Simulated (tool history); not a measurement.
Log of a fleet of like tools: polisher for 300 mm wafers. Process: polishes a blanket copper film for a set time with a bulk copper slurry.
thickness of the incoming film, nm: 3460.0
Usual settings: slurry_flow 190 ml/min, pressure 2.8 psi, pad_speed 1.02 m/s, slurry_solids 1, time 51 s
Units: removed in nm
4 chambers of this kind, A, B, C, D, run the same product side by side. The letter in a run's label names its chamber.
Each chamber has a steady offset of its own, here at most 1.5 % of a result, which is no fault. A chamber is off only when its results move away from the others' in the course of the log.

{"run": "1C", "hour": 4.5, "slurry_flow": 190, "pressure": 2.8, "pad_speed": 1.02, "slurry_solids": 1, "time": 51, "removed": 539.06}
{"run": "2D", "hour": 7.9, "slurry_flow": 190, "pressure": 2.8, "pad_speed": 1.02, "slurry_solids": 1, "time": 51, "removed": 549.8}
{"run": "3A", "hour": 12.3, "slurry_flow": 190, "pressure": 2.8, "pad_speed": 1.02, "slurry_solids": 1, "time": 51, "removed": 551.64}
{"run": "4B", "hour": 14.6, "slurry_flow": 190, "pressure": 2.8, "pad_speed": 1.02, "slurry_solids": 1, "time": 51, "removed": 542.24}
{"run": "5A", "hour": 17.7, "slurry_flow": 190, "pressure": 2.8, "pad_speed": 1.02, "slurry_solids": 1, "time": 51, "removed": 552.16}
{"run": "6C", "hour": 21.0, "slurry_flow": 190, "pressure": 2.8, "pad_speed": 1.02, "slurry_solids": 1, "time": 51, "removed": 545.94}
{"run": "7D", "hour": 25.3, "slurry_flow": 190, "pressure": 2.8, "pad_speed": 1.02, "slurry_solids": 1, "time": 51, "removed": 549.49}
{"hour": 26.1, "done": "chamber C: worn pad replaced by a new one"}
{"run": "8B", "hour": 28.4, "slurry_flow": 190, "pressure": 2.8, "pad_speed": 1.02, "slurry_solids": 1, "time": 51, "removed": 538.24}
{"run": "9D", "hour": 32.3, "slurry_flow": 190, "pressure": 2.8, "pad_speed": 1.02, "slurry_solids": 1, "time": 51, "removed": 535.79}
{"hour": 35.1, "done": "chamber A: worn pad replaced by a new one"}
{"hour": 36.6, "done": "chamber D: worn pad replaced by a new one"}
{"run": "10A", "hour": 36.8, "slurry_flow": 190, "pressure": 2.8, "pad_speed": 1.02, "slurry_solids": 1, "time": 51, "removed": 548.13}
{"run": "11C", "hour": 41.2, "slurry_flow": 190, "pressure": 2.8, "pad_speed": 1.02, "slurry_solids": 1, "time": 51, "removed": 544.08}
{"run": "12B", "hour": 44.6, "slurry_flow": 190, "pressure": 2.8, "pad_speed": 1.02, "slurry_solids": 1, "time": 51, "removed": 518.63}
{"run": "13D", "hour": 47.7, "slurry_flow": 190, "pressure": 2.8, "pad_speed": 1.02, "slurry_solids": 1, "time": 51, "removed": 540.11}
{"run": "14C", "hour": 50.8, "slurry_flow": 190, "pressure": 2.8, "pad_speed": 1.02, "slurry_solids": 1, "time": 51, "removed": 547.56}
{"run": "15B", "hour": 55.1, "slurry_flow": 190, "pressure": 2.8, "pad_speed": 1.02, "slurry_solids": 1, "time": 51, "removed": 523.42}
{"run": "16A", "hour": 58.4, "slurry_flow": 190, "pressure": 2.8, "pad_speed": 1.02, "slurry_solids": 0.75, "time": 40, "removed": 404.54}
{"hour": 60.1, "done": "chamber C: worn pad replaced by a new one"}
{"run": "17A", "hour": 62.7, "slurry_flow": 190, "pressure": 2.8, "pad_speed": 1.02, "slurry_solids": 0.75, "time": 40, "removed": 408.95}
{"hour": 64.5, "done": "chamber B: slurry nozzle cleaned"}
{"run": "18B", "hour": 67.2, "slurry_flow": 190, "pressure": 2.8, "pad_speed": 1.02, "slurry_solids": 0.75, "time": 40, "removed": 368.13}
{"hour": 68.7, "done": "chamber A: worn pad replaced by a new one"}
{"hour": 69.3, "done": "chamber D: slurry nozzle cleaned"}
{"run": "19C", "hour": 71.5, "slurry_flow": 190, "pressure": 2.8, "pad_speed": 1.02, "slurry_solids": 0.75, "time": 40, "removed": 401.11}
{"run": "20D", "hour": 73.9, "slurry_flow": 190, "pressure": 2.8, "pad_speed": 1.02, "slurry_solids": 1, "time": 51, "removed": 544.66}
{"run": "21B", "hour": 76.1, "slurry_flow": 190, "pressure": 2.8, "pad_speed": 1.02, "slurry_solids": 1, "time": 51, "removed": 509.11}
{"run": "22C", "hour": 80.2, "slurry_flow": 190, "pressure": 3.2, "pad_speed": 1.02, "slurry_solids": 1, "time": 51, "removed": 623.54}
{"run": "23A", "hour": 84.4, "slurry_flow": 190, "pressure": 3.2, "pad_speed": 1.02, "slurry_solids": 1, "time": 51, "removed": 627.01}
{"run": "24D", "hour": 87.6, "slurry_flow": 190, "pressure": 3.2, "pad_speed": 1.02, "slurry_solids": 1, "time": 51, "removed": 627.55}
{"hour": 88.1, "done": "chamber C: slurry nozzle cleaned"}
{"hour": 88.9, "done": "chamber C: worn pad replaced by a new one"}
{"run": "25A", "hour": 91.0, "slurry_flow": 190, "pressure": 3.2, "pad_speed": 1.02, "slurry_solids": 1, "time": 51, "removed": 621.19}
{"run": "26D", "hour": 93.5, "slurry_flow": 190, "pressure": 2.8, "pad_speed": 1.02, "slurry_solids": 1, "time": 51, "removed": 543.72}
{"run": "27C", "hour": 96.6, "slurry_flow": 190, "pressure": 2.8, "pad_speed": 1.02, "slurry_solids": 1, "time": 51, "removed": 543.81}

What goes on in this fleet: one chamber off, a drifting gauge, or nothing beyond the chambers' own small offsets? Name the chamber and the cause, if any.

Chamber B drifts away from the others.
Cause: removal rate lost through wear of the pad, % = 9.2.
The log may not tell that from: head's pressure below its setpoint, %; abrasive missing from the slurry, %.

Here are 4 candidates for chamber B's next run, each the usual settings with a change, their results left as question marks. Which one brings its results back in line with what the others give on the usual settings?
In line means no further than this from the other chambers' mean on the usual settings: removed 16 nm
{"run": "28B-1", "hour": 100.0, "slurry_flow": 190, "pressure": 2.8, "pad_speed": 1.02, "slurry_solids": 1, "time": 49, "removed": "?"}
{"run": "28B-2", "hour": 100.0, "slurry_flow": 190, "pressure": 2.8, "pad_speed": 1.12, "slurry_solids": 1, "time": 51, "removed": "?"}
{"run": "28B-3", "hour": 100.0, "slurry_flow": 190, "pressure": 2.8, "pad_speed": 1.04, "slurry_solids": 1, "time": 52, "removed": "?"}
{"run": "28B-4", "hour": 100.0, "slurry_flow": 190, "pressure": 2.8, "pad_speed": 0.92, "slurry_solids": 1, "time": 51, "removed": "?"}

The other chambers' mean on the usual settings: removed 543.11 nm
run=28B-1 removed=471.26
run=28B-2 removed=538.6
run=28B-3 removed=509.92
run=28B-4 removed=442.4
28B-2 brings the chamber back in line.
